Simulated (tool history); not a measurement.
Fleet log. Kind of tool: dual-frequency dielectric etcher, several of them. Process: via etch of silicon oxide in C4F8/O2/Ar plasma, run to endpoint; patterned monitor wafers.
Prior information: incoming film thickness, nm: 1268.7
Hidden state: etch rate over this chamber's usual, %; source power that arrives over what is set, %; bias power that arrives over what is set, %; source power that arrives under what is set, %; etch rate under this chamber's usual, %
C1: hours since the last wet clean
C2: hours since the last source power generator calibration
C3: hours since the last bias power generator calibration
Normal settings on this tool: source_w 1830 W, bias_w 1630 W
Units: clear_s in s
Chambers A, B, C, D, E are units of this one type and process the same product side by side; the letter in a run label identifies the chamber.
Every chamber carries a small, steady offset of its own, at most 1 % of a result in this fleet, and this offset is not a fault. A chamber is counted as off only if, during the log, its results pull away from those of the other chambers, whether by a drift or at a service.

run 1E hour=6.1 | source_w=1830 bias_w=1630 | C1=212.9 C2=1658.9 C3=2157 | clear_s=279.09
run 2B hour=14.7 | source_w=1830 bias_w=1630 | C1=182.7 C2=463 C3=3202.8 | clear_s=273.34
run 3C hour=22.9 | source_w=1830 bias_w=1630 | C1=322.5 C2=1993.1 C3=1611.2 | clear_s=273.4
run 4D hour=34.2 | source_w=1830 bias_w=1630 | C1=555.6 C2=1054.6 C3=1831.7 | clear_s=273.12
run 5A hour=45.4 | source_w=1830 bias_w=1630 | C1=194.3 C2=1150.9 C3=4930.2 | clear_s=271.93
run 6D hour=51.6 | source_w=1830 bias_w=1630 | C1=573 C2=1072 C3=1849.1 | clear_s=271.82
-- hour=58.5 chamber D: wet clean of the chamber
run 7C hour=62.5 | source_w=1830 bias_w=1630 | C1=362.1 C2=2032.7 C3=1650.8 | clear_s=273.84
run 8E hour=69 | source_w=1410 bias_w=1241 | C1=275.8 C2=1721.8 C3=2219.9 | clear_s=330.36
-- hour=78.4 chamber C: bias power generator calibrated
run 9B hour=80 | source_w=1410 bias_w=1241 | C1=248 C2=528.3 C3=3268.1 | clear_s=328.05
run 10A hour=86.1 | source_w=1410 bias_w=1241 | C1=235 C2=1191.6 C3=4970.9 | clear_s=325.94
run 11E hour=97.2 | source_w=1410 bias_w=1241 | C1=304 C2=1750 C3=2248.1 | clear_s=331.57
run 12A hour=106.4 | source_w=1410 bias_w=1241 | C1=255.3 C2=1211.9 C3=4991.2 | clear_s=326.27
run 13D hour=116.7 | source_w=2120 bias_w=1972 | C1=58.2 C2=1137.1 C3=1914.2 | clear_s=245.51
-- hour=122.5 chamber C: wet clean of the chamber
run 14C hour=122.9 | source_w=2120 bias_w=1972 | C1=0.5 C2=2093.1 C3=44.5 | clear_s=245.19
run 15B hour=133.7 | source_w=2120 bias_w=1972 | C1=301.7 C2=582 C3=3321.8 | clear_s=245.07
run 16E hour=143.2 | source_w=2120 bias_w=1972 | C1=350 C2=1796 C3=2294.1 | clear_s=250.63
run 17D hour=151.7 | source_w=2120 bias_w=1972 | C1=93.2 C2=1172.1 C3=1949.2 | clear_s=244.86
run 18B hour=162.5 | source_w=1830 bias_w=1630 | C1=330.5 C2=610.8 C3=3350.6 | clear_s=274.91
-- hour=166.7 chamber D: bias power generator calibrated
run 19C hour=169.2 | source_w=2060 bias_w=1630 | C1=46.8 C2=2139.4 C3=90.8 | clear_s=261.15
run 20A hour=180 | source_w=2060 bias_w=1630 | C1=328.9 C2=1285.5 C3=5064.8 | clear_s=258.51
-- hour=184.3 chamber B: wet clean of the chamber
run 21E hour=185.3 | source_w=2060 bias_w=1630 | C1=392.1 C2=1838.1 C3=2336.2 | clear_s=267.67
run 22D hour=196.8 | source_w=2060 bias_w=1630 | C1=138.3 C2=1217.2 C3=30.1 | clear_s=258.78
run 23A hour=202 | source_w=2060 bias_w=1630 | C1=350.9 C2=1307.5 C3=5086.8 | clear_s=260.54
run 24C hour=210.3 | source_w=1830 bias_w=1630 | C1=87.9 C2=2180.5 C3=131.9 | clear_s=274.18
run 25B hour=217.8 | source_w=1830 bias_w=1265 | C1=33.6 C2=666.1 C3=3405.9 | clear_s=294.56
run 26D hour=225.6 | source_w=1830 bias_w=1265 | C1=167.1 C2=1246 C3=58.9 | clear_s=290.28
run 27C hour=230.9 | source_w=1830 bias_w=1265 | C1=108.5 C2=2201.1 C3=152.5 | clear_s=293.66
run 28E hour=237.6 | source_w=1830 bias_w=1265 | C1=444.4 C2=1890.4 C3=2388.5 | clear_s=303.53
run 29A hour=246.3 | source_w=1830 bias_w=1265 | C1=395.2 C2=1351.8 C3=5131.1 | clear_s=291.43
run 30B hour=252.1 | source_w=2050 bias_w=1859 | C1=67.9 C2=700.4 C3=3440.2 | clear_s=255.49
-- hour=259.9 chamber B: bias power generator calibrated
run 31C hour=261.9 | source_w=2050 bias_w=1859 | C1=139.5 C2=2232.1 C3=183.5 | clear_s=251.56
run 32E hour=269.3 | source_w=2050 bias_w=1859 | C1=476.1 C2=1922.1 C3=2420.2 | clear_s=261.83
run 33B hour=277 | source_w=2050 bias_w=1859 | C1=92.8 C2=725.3 C3=17.2 | clear_s=252.92
run 34D hour=286.9 | source_w=2050 bias_w=1859 | C1=228.4 C2=1307.3 C3=120.2 | clear_s=250.21
run 35A hour=296.3 | source_w=1830 bias_w=1630 | C1=445.2 C2=1401.8 C3=5181.1 | clear_s=271.6

What goes on in this fleet: one chamber off, a drifting gauge, or nothing beyond the chambers' own small offsets? Name the chamber and the cause, if any.

One chamber, E, drifts off from the rest bit by bit.
What lies behind it: etch rate under this chamber's usual, % = 4.12.

Below are 4 candidate recipes for chamber E's next run, each the usual settings with a change, their results shown as question marks. Which of them brings E's results back in line with what the other chambers give on the usual settings?
Maximum distance from the other chambers' mean on the usual settings for a result to count as in line: clear_s 4.1 s
run 36E-1 hour=304.8 | source_w=1830 bias_w=1955 | clear_s=?
run 36E-2 hour=304.8 | source_w=2180 bias_w=1840 | clear_s=?
run 36E-3 hour=304.8 | source_w=1830 bias_w=1059 | clear_s=?
run 36E-4 hour=304.8 | source_w=1660 bias_w=1529 | clear_s=?

Usual-settings mean across the other chambers: clear_s 273.49 s
run=36E-1 clear_s=275.05
run=36E-2 clear_s=260.8
run=36E-3 clear_s=323.32
run=36E-4 clear_s=306.22
The right change is 36E-1: it brings the chamber back within the allowed miss of the others.

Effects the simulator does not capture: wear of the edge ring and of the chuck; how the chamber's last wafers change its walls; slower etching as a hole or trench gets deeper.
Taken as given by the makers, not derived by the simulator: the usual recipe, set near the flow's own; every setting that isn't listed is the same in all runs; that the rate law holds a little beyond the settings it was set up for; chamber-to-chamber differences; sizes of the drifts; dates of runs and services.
